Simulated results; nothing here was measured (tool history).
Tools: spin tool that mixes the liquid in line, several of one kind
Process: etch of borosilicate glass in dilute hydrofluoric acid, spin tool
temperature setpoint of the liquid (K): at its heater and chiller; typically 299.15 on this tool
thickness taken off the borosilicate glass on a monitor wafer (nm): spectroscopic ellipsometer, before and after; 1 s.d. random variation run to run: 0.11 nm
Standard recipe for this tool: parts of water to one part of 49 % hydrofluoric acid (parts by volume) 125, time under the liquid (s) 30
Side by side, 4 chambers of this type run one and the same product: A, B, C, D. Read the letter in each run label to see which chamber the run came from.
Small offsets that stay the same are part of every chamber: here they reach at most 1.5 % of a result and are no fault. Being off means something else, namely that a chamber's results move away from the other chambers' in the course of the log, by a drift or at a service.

| run | day | temperature setpoint of the liquid (K) | parts of water to one part of 49 % hydrofluoric acid (parts by volume) | time under the liquid (s) | hours since the thermometer was replaced | hours since the hydrofluoric acid flow meter was replaced | read-back film thickness of the borosilicate glass reference wafer, read on the same gauge (nm) | thickness taken off the borosilicate glass on a monitor wafer (nm) |
|---|---|---|---|---|---|---|---|---|
| 1D | 0.304 | 299.15 | 125 | 30 | 2074.8 | 601 | 79.999 | 12.552 |
| 2B | 0.625 | 299.15 | 125 | 30 | 1144.3 | 197.6 | 79.97 | 12.922 |
| 3C | 0.917 | 299.15 | 125 | 30 | 442 | 1302.7 | 79.993 | 12.643 |
| 4A | 1.1 | 299.15 | 125 | 30 | 1101.3 | 514.1 | 80.008 | 12.414 |
| 5B | 1.321 | 299.15 | 125 | 30 | 1161 | 214.3 | 79.952 | 12.746 |
|  | 1.65 | chamber B: thermometer replaced |
| 6C | 1.658 | 299.15 | 125 | 30 | 459.8 | 1320.5 | 79.997 | 12.645 |
|  | 1.742 | chamber D: hydrofluoric acid flow meter replaced |
| 7A | 1.962 | 299.15 | 125 | 30 | 1122 | 534.8 | 80.027 | 12.389 |
| 8D | 2.171 | 299.15 | 125 | 30 | 2119.6 | 10.4 | 80.006 | 12.551 |
| 9C | 2.471 | 299.15 | 125 | 30 | 479.3 | 1340 | 80.001 | 12.737 |
| 10B | 2.696 | 299.15 | 125 | 30 | 25.1 | 247.3 | 80.025 | 12.743 |
| 11A | 3.029 | 299.15 | 125 | 30 | 1147.6 | 560.4 | 80.033 | 12.338 |
| 12D | 3.321 | 299.15 | 125 | 30 | 2147.2 | 38 | 80.011 | 12.417 |
| 13A | 3.521 | 304.15 | 155 | 30 | 1159.4 | 572.2 | 80 | 11.268 |
| 14B | 3.817 | 304.15 | 155 | 30 | 52 | 274.2 | 80.01 | 11.912 |
| 15D | 4.108 | 304.15 | 155 | 30 | 2166.1 | 56.9 | 79.999 | 11.759 |
| 16C | 4.367 | 304.15 | 155 | 30 | 524.8 | 1385.5 | 80.021 | 11.765 |
| 17A | 4.629 | 299.15 | 125 | 30 | 1186 | 598.8 | 79.981 | 12.418 |
| 18B | 4.912 | 299.15 | 125 | 30 | 78.3 | 300.5 | 79.99 | 12.707 |
| 19D | 5.162 | 299.15 | 125 | 30 | 2191.4 | 82.2 | 79.985 | 12.678 |
| 20C | 5.512 | 299.15 | 180 | 45 | 552.3 | 1413 | 80.016 | 12.744 |
| 21C | 5.762 | 299.15 | 180 | 45 | 558.3 | 1419 | 79.966 | 13.008 |
| 22B | 6.025 | 299.15 | 180 | 45 | 105 | 327.2 | 80.014 | 12.354 |
| 23D | 6.212 | 299.15 | 180 | 45 | 2216.6 | 107.4 | 80.02 | 12.137 |
| 24A | 6.462 | 299.15 | 125 | 30 | 1230 | 642.8 | 80.01 | 12.242 |
| 25B | 6.671 | 299.15 | 125 | 30 | 120.5 | 342.7 | 79.994 | 12.567 |
| 26D | 7.067 | 299.15 | 125 | 30 | 2237.1 | 127.9 | 80.009 | 12.454 |
| 27C | 7.417 | 299.15 | 125 | 30 | 598 | 1458.7 | 80.017 | 13.561 |

Is one chamber off against the others, does the gauge drift, or is nothing wrong? If a chamber is off, say which, and what the likeliest cause is.

It is chamber C that slowly wanders off from its peers.
Cause: liquid hotter than its thermometer reads (K) = 2.06.
The log may not tell that from: hydrofluoric acid flow above the setpoint (%).

Here are 4 candidates for chamber C's next run, each the usual settings with a change, their results left as question marks. Which one brings its results back in line with what the others give on the usual settings?
A result is in line if it is within this distance of the other chambers' mean on the usual settings: thickness taken off the borosilicate glass on a monitor wafer (nm) 0.39
| 28C-1 | 7.704 | 299.15 | 115 | 30 |  |  |  | ? |
| 28C-2 | 7.704 | 300.15 | 125 | 30 |  |  |  | ? |
| 28C-3 | 7.704 | 296.65 | 125 | 30 |  |  |  | ? |
| 28C-4 | 7.704 | 298.15 | 125 | 30 |  |  |  | ? |

Other chambers, usual settings, mean: thickness taken off the borosilicate glass on a monitor wafer (nm) 12.485
| run | thickness taken off the borosilicate glass on a monitor wafer (nm) |
|---|---|
| 28C-1 | 15.068 |
| 28C-2 | 14.19 |
| 28C-3 | 12.431 |
| 28C-4 | 13.166 |
28C-3 brings the chamber back in line.

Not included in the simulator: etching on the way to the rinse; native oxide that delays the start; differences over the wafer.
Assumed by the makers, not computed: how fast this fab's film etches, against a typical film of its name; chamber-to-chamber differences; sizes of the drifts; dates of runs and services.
